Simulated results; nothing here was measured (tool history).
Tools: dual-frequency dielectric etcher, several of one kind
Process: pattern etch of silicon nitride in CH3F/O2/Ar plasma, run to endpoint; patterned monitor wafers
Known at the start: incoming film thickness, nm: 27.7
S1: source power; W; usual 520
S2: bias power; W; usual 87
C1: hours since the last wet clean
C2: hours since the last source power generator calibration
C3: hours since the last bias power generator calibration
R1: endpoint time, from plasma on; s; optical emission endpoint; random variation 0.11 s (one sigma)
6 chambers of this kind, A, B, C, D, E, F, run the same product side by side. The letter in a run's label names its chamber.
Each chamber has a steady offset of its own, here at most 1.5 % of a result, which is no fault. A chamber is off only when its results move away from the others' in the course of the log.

run	day	S1	S2	C1	C2	C3	R1
1C	0.325	520	87	146	2382	522.4	34.163
2A	0.517	520	87	58.3	1751.1	1939.5	33.93
3F	0.775	520	87	225.9	2674.9	2251.7	33.914
4E	1.129	520	87	186.6	41.7	831	33.781
5D	1.442	520	87	246.1	1002	80.4	34.02
6B	1.792	520	67	269.7	1367.7	681.5	37.602
7E	1.967	520	67	206.7	61.8	851.1	36.915
8F	2.246	520	67	261.2	2710.2	2287	37.509
9B	2.475	520	67	286.1	1384.1	697.9	37.476
10C	2.692	520	67	202.8	2438.8	579.2	37.092
11A	3.058	520	67	119.3	1812.1	2000.5	37.179
# day 3.221: chamber B: wet clean of the chamber
12D	3.304	400	106	290.8	1046.7	125.1	35.349
13D	3.525	400	106	296.1	1052	130.4	35.245
14B	3.708	400	106	11.8	1413.7	727.5	35.365
15A	4.025	400	106	142.5	1835.3	2023.7	34.882
16F	4.188	400	106	307.8	2756.8	2333.6	34.951
17E	4.362	400	106	264.2	119.3	908.6	34.854
18C	4.6	520	87	248.6	2484.6	625	34.391
19D	4.854	520	87	328	1083.9	162.3	34.225
20B	5.221	520	87	48.1	1450	763.8	34.392
21E	5.388	520	87	288.8	143.9	933.2	33.712
22A	5.633	520	87	181.1	1873.9	2062.3	34.074
23C	5.908	520	87	280	2516	656.4	34.473
24F	6.196	520	87	356	2805	2381.8	33.925
25D	6.383	520	87	364.7	1120.6	199	34.381
26E	6.596	520	87	317.8	172.9	962.2	33.919
27B	6.883	520	87	88	1489.9	803.7	34.352
28C	7.175	520	87	310.4	2546.4	686.8	34.639
29A	7.508	520	87	226.1	1918.9	2107.3	34.003
30F	7.708	520	87	392.3	2841.3	2418.1	34.019
31C	7.942	520	87	328.8	2564.8	705.2	34.802
# day 8.188: chamber F: wet clean of the chamber
32F	8.238	520	87	1.2	2854	2430.8	34.169
33B	8.525	520	87	127.4	1529.3	843.1	34.693
34D	8.825	520	87	423.3	1179.2	257.6	34.112
35A	9.054	520	87	263.2	1956	2144.4	33.761
# day 9.138: chamber E: wet clean of the chamber
36E	9.242	520	87	2.5	236.4	1025.7	33.981
37B	9.592	520	87	153	1554.9	868.7	34.324

Is one chamber off against the others, does the gauge drift, or is nothing wrong? If a chamber is off, say which, and what the likeliest cause is.

Chamber C drifts away from the others.
Cause: etch rate under this chamber's usual, % = 2.41.

Here are 4 candidates for chamber C's next run, each the usual settings with a change, their results left as question marks. Which one brings its results back in line with what the others give on the usual settings?
In line means no further than this from the other chambers' mean on the usual settings: R1 0.38 s
38C-1	9.858	520	81				?
38C-2	9.858	560	93				?
38C-3	9.858	480	81				?
38C-4	9.858	540	90				?

The other chambers' mean on the usual settings: R1 34.089 s
run	R1
38C-1	35.904
38C-2	33.269
38C-3	37.026
38C-4	34.123
38C-4 brings the chamber back in line.
